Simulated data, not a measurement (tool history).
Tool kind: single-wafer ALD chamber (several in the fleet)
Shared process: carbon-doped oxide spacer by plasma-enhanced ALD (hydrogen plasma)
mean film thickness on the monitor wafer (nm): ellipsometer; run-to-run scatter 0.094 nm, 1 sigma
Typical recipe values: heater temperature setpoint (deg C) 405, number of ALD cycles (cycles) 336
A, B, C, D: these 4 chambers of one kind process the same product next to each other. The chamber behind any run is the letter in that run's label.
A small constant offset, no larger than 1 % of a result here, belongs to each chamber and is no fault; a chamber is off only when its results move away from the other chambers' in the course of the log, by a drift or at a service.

run,day,heater temperature setpoint (deg C),number of ALD cycles (cycles),hours since the last thermocouple change,"read-back reference wafer on the same gauge, thickness_nm",mean film thickness on the monitor wafer (nm)
1B,0.112,405,336,3175.8,16.695,16.763
2C,0.279,405,336,1598.3,16.706,16.476
3D,0.496,405,336,1589.8,16.707,16.457
# day 0.571: chamber B: thermocouple changed; heater temperature recalibrated
4A,0.708,405,336,538.5,16.698,16.557
5A,0.825,405,336,541.3,16.71,16.502
6D,1,405,336,1601.9,16.694,16.551
7B,1.104,405,336,12.9,16.705,16.497
8C,1.275,405,336,1622.2,16.694,16.56
9B,1.421,405,297,20.5,16.692,14.763
10A,1.646,405,297,561,16.687,14.565
# day 1.671: chamber C: thermocouple changed; heater temperature recalibrated
11D,1.825,405,297,1621.7,16.696,14.608
12C,1.958,405,297,7,16.677,14.706
13C,2.104,405,336,10.5,16.706,16.528
14A,2.212,405,368,574.6,16.723,18.127
15B,2.438,405,368,44.9,16.699,18.262
16D,2.65,405,368,1641.5,16.699,18.084
17D,2.888,405,368,1647.2,16.691,18.168
18C,3.121,405,336,34.9,16.702,16.708
19A,3.3,405,336,600.7,16.689,16.544
20B,3.462,405,336,69.5,16.702,16.524
21B,3.692,405,336,75,16.699,16.63
22A,3.817,405,336,613.1,16.686,16.531
23D,3.979,405,336,1673.4,16.69,16.449
24C,4.112,405,336,58.7,16.708,16.643
25B,4.238,405,336,88.1,16.704,16.667
26D,4.383,405,336,1683.1,16.685,16.703
27C,4.579,405,336,69.9,16.687,16.556
28A,4.717,399,314,634.7,16.71,15.732
29B,4.912,399,314,104.3,16.687,15.897
# day 4.921: chamber D: thermocouple changed; heater temperature recalibrated
30D,5.117,399,314,4.8,16.686,15.773
31A,5.258,399,314,647.7,16.701,15.719
32C,5.45,405,336,90.8,16.678,16.648
33A,5.679,405,336,657.8,16.692,16.629
34B,5.846,405,336,126.7,16.705,16.756
35C,5.992,405,336,103.8,16.683,16.636
36D,6.196,405,336,30.7,16.677,16.619
37C,6.317,405,336,111.6,16.714,16.645
38B,6.504,419,275,142.5,16.689,13.01
39D,6.733,419,275,43.6,16.723,13.055
40A,6.917,419,275,687.5,16.692,13.075
41A,7.129,419,275,692.6,16.714,13.031
42D,7.271,405,398,56.5,16.695,19.862
43C,7.479,405,398,139.5,16.704,19.496

What goes on in this fleet: one chamber off, a drifting gauge, or nothing beyond the chambers' own small offsets? Name the chamber and the cause, if any.

No chamber stands off beyond its own small offset, and the gauge holds steady.
